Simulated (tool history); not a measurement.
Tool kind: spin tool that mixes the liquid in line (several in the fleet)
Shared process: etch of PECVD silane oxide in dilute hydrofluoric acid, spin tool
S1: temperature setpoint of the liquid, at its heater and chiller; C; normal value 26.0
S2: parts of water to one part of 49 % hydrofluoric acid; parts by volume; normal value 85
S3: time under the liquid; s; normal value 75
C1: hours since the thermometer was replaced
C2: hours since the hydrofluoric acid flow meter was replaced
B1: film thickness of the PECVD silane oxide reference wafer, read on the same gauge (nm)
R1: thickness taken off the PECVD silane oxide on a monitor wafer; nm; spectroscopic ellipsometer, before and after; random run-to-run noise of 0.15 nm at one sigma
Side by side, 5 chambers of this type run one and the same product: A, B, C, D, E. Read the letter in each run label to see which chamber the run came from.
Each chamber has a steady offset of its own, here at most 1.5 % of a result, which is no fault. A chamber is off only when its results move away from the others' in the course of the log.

{"run": "1E", "hour": 7.8, "S1": 26.0, "S2": 85, "S3": 75, "C1": 1160.3, "C2": 329.9, "B1": 59.979, "R1": 35.626}
{"run": "2D", "hour": 14.1, "S1": 26.0, "S2": 85, "S3": 75, "C1": 653.6, "C2": 1977.9, "B1": 59.992, "R1": 35.556}
{"run": "3C", "hour": 18.9, "S1": 26.0, "S2": 85, "S3": 75, "C1": 1241.1, "C2": 192.9, "B1": 59.985, "R1": 35.989}
{"run": "4B", "hour": 25.6, "S1": 26.0, "S2": 85, "S3": 75, "C1": 537.2, "C2": 323.1, "B1": 60.006, "R1": 35.253}
{"run": "5A", "hour": 31.7, "S1": 22.0, "S2": 115, "S3": 75, "C1": 1300.4, "C2": 42.2, "B1": 60.005, "R1": 21.564}
{"run": "6B", "hour": 39.5, "S1": 22.0, "S2": 115, "S3": 75, "C1": 551.1, "C2": 337.0, "B1": 60.014, "R1": 21.373}
{"run": "7A", "hour": 48.5, "S1": 22.0, "S2": 115, "S3": 75, "C1": 1317.2, "C2": 59.0, "B1": 60.01, "R1": 21.546}
{"run": "8C", "hour": 54.1, "S1": 22.0, "S2": 115, "S3": 75, "C1": 1276.3, "C2": 228.1, "B1": 60.027, "R1": 21.907}
{"run": "9D", "hour": 61.2, "S1": 22.0, "S2": 115, "S3": 75, "C1": 700.7, "C2": 2025.0, "B1": 59.966, "R1": 21.782}
{"run": "10E", "hour": 67.5, "S1": 26.0, "S2": 85, "S3": 75, "C1": 1220.0, "C2": 389.6, "B1": 59.977, "R1": 35.379}
{"run": "11A", "hour": 76.5, "S1": 26.0, "S2": 85, "S3": 75, "C1": 1345.2, "C2": 87.0, "B1": 59.994, "R1": 35.552}
{"run": "12D", "hour": 85.9, "S1": 26.0, "S2": 85, "S3": 75, "C1": 725.4, "C2": 2049.7, "B1": 60.046, "R1": 35.741}
{"run": "13E", "hour": 92.7, "S1": 26.0, "S2": 85, "S3": 75, "C1": 1245.2, "C2": 414.8, "B1": 60.0, "R1": 35.535}
{"run": "14C", "hour": 98.4, "S1": 26.0, "S2": 105, "S3": 75, "C1": 1320.6, "C2": 272.4, "B1": 59.998, "R1": 28.277}
{"run": "15B", "hour": 108.5, "S1": 26.0, "S2": 105, "S3": 75, "C1": 620.1, "C2": 406.0, "B1": 59.987, "R1": 27.846}
{"run": "16C", "hour": 115.9, "S1": 26.0, "S2": 105, "S3": 75, "C1": 1338.1, "C2": 289.9, "B1": 60.016, "R1": 28.591}
{"run": "17E", "hour": 123.4, "S1": 26.0, "S2": 105, "S3": 75, "C1": 1275.9, "C2": 445.5, "B1": 60.028, "R1": 28.079}
{"run": "18D", "hour": 132.3, "S1": 26.0, "S2": 105, "S3": 75, "C1": 771.8, "C2": 2096.1, "B1": 60.015, "R1": 28.252}
{"run": "19A", "hour": 140.6, "S1": 26.0, "S2": 85, "S3": 75, "C1": 1409.3, "C2": 151.1, "B1": 59.999, "R1": 35.722}
{"run": "20B", "hour": 146.5, "S1": 26.0, "S2": 85, "S3": 75, "C1": 658.1, "C2": 444.0, "B1": 60.009, "R1": 35.558}
{"run": "21B", "hour": 151.4, "S1": 26.0, "S2": 85, "S3": 75, "C1": 663.0, "C2": 448.9, "B1": 60.01, "R1": 35.333}
{"run": "22D", "hour": 160.7, "S1": 26.0, "S2": 85, "S3": 75, "C1": 800.2, "C2": 2124.5, "B1": 59.983, "R1": 35.778}
{"run": "23E", "hour": 169.2, "S1": 26.0, "S2": 85, "S3": 75, "C1": 1321.7, "C2": 491.3, "B1": 60.033, "R1": 36.003}
{"run": "24A", "hour": 176.0, "S1": 23.5, "S2": 85, "S3": 95, "C1": 1444.7, "C2": 186.5, "B1": 60.006, "R1": 40.605}
{"run": "25C", "hour": 183.9, "S1": 23.5, "S2": 85, "S3": 95, "C1": 1406.1, "C2": 357.9, "B1": 60.027, "R1": 42.487}
{"run": "26C", "hour": 188.7, "S1": 23.5, "S2": 85, "S3": 95, "C1": 1410.9, "C2": 362.7, "B1": 59.996, "R1": 42.743}
{"run": "27D", "hour": 197.5, "S1": 23.5, "S2": 85, "S3": 95, "C1": 837.0, "C2": 2161.3, "B1": 59.994, "R1": 41.163}
{"run": "28A", "hour": 204.1, "S1": 23.5, "S2": 85, "S3": 95, "C1": 1472.8, "C2": 214.6, "B1": 59.995, "R1": 40.858}
{"run": "29B", "hour": 211.4, "S1": 26.0, "S2": 65, "S3": 75, "C1": 723.0, "C2": 508.9, "B1": 59.972, "R1": 47.366}
{"run": "30E", "hour": 219.4, "S1": 26.0, "S2": 65, "S3": 75, "C1": 1371.9, "C2": 541.5, "B1": 59.989, "R1": 48.089}
{"run": "31E", "hour": 227.2, "S1": 26.0, "S2": 65, "S3": 75, "C1": 1379.7, "C2": 549.3, "B1": 59.999, "R1": 48.432}
{"run": "32A", "hour": 236.8, "S1": 26.0, "S2": 65, "S3": 75, "C1": 1505.5, "C2": 247.3, "B1": 59.996, "R1": 47.824}
{"run": "33C", "hour": 246.2, "S1": 26.0, "S2": 65, "S3": 75, "C1": 1468.4, "C2": 420.2, "B1": 60.03, "R1": 50.447}

Next, all 5 chambers run the settings below, one line each with question marks for the results. What does each chamber give?
{"run": "34A", "hour": 253.7, "S1": 26.0, "S2": 50, "S3": 75, "R1": "?"}
{"run": "34B", "hour": 253.7, "S1": 26.0, "S2": 50, "S3": 75, "R1": "?"}
{"run": "34C", "hour": 253.7, "S1": 26.0, "S2": 50, "S3": 75, "R1": "?"}
{"run": "34D", "hour": 253.7, "S1": 26.0, "S2": 50, "S3": 75, "R1": "?"}
{"run": "34E", "hour": 253.7, "S1": 26.0, "S2": 50, "S3": 75, "R1": "?"}

run=34A R1=63.509
run=34B R1=62.831
run=34C R1=67.716
run=34D R1=63.924
run=34E R1=64.113
